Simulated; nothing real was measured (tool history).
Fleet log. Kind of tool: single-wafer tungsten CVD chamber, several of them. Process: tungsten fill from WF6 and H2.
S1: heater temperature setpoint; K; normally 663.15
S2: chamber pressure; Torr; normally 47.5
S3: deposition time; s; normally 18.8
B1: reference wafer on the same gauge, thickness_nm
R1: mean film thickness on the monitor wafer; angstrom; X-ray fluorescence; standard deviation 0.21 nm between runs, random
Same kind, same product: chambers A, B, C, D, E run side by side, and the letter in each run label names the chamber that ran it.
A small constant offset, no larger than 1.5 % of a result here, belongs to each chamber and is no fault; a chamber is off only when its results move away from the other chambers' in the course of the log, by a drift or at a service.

run	hour	S1	S2	S3	B1	R1
1D	4.9	663.15	47.5	18.8	49.857	551.62
2C	12.3	663.15	47.5	18.8	49.887	565.39
3A	18.8	663.15	47.5	18.8	49.928	553.76
4E	24.2	663.15	47.5	18.8	49.925	555.99
5B	30.2	663.15	47.5	18.8	49.908	564.77
6E	38.9	663.15	47.5	18.8	49.907	558.35
7C	46.7	663.15	47.5	18.8	49.877	561.26
8B	54.6	663.15	47.5	18.8	49.914	566.28
9D	62.3	663.15	47.5	18.8	49.885	550.84
10A	68.7	663.15	47.5	18.8	49.870	553.90
11E	73.5	663.15	47.5	18.8	49.934	557.35
12D	79.8	663.15	47.5	18.8	49.889	550.89
13C	83.8	663.15	47.5	18.8	49.937	560.10
14B	92.5	663.15	47.5	18.8	49.865	570.92
15A	96.8	663.15	47.5	18.8	49.916	550.98
16B	101.8	659.15	47.5	20.0	49.901	561.96
17E	106.2	659.15	47.5	20.0	49.884	545.88
18A	112.0	659.15	47.5	20.0	49.911	545.77
19C	119.3	659.15	47.5	20.0	49.907	549.72
20D	126.3	659.15	47.5	20.0	49.849	541.20
21D	134.6	663.15	47.5	17.1	49.928	504.81
22A	142.8	663.15	47.5	17.1	49.914	503.80
23E	147.0	663.15	47.5	17.1	49.858	508.89
# hour 151.6: chamber E: capacitance manometer re-zeroed and calibrated
24B	152.1	663.15	47.5	17.1	49.897	526.61
25C	159.6	663.15	47.5	17.1	49.950	509.55
26C	163.8	663.15	47.5	18.8	49.873	559.40
27E	168.4	663.15	47.5	18.8	49.854	555.18
28A	175.7	663.15	47.5	18.8	49.894	554.53
29B	182.8	663.15	47.5	18.8	49.899	586.70
30D	189.3	663.15	47.5	18.8	49.910	548.90
31A	196.1	663.15	47.5	18.8	49.857	555.26
32D	201.2	663.15	47.5	18.8	49.908	552.84
33B	208.2	663.15	47.5	18.8	49.915	591.05

What goes on in this fleet: one chamber off, a drifting gauge, or nothing beyond the chambers' own small offsets? Name the chamber and the cause, if any.

Little by little, chamber B moves away from the other chambers.
Most likely cause: wafer temperature above the value expected at the setpoint (K) = 2.61.

Which of the 4 candidates below, each the usual settings with something changed and its results left as question marks, puts chamber B back in line with what the other chambers give on the usual settings?
To be in line, a result may differ from the other chambers' mean on the usual settings by at most: R1 7.20 angstrom
34B-1	214.7	666.15	48.5	18.8		?
34B-2	214.7	661.15	46.8	18.4		?
34B-3	214.7	663.15	49.6	18.8		?
34B-4	214.7	662.15	47.2	18.8		?

Other chambers, usual settings, mean: R1 556.23 angstrom
run	R1
34B-1	634.15
34B-2	556.15
34B-3	606.00
34B-4	581.33
The right change is 34B-2: it brings the chamber back within the allowed miss of the others.

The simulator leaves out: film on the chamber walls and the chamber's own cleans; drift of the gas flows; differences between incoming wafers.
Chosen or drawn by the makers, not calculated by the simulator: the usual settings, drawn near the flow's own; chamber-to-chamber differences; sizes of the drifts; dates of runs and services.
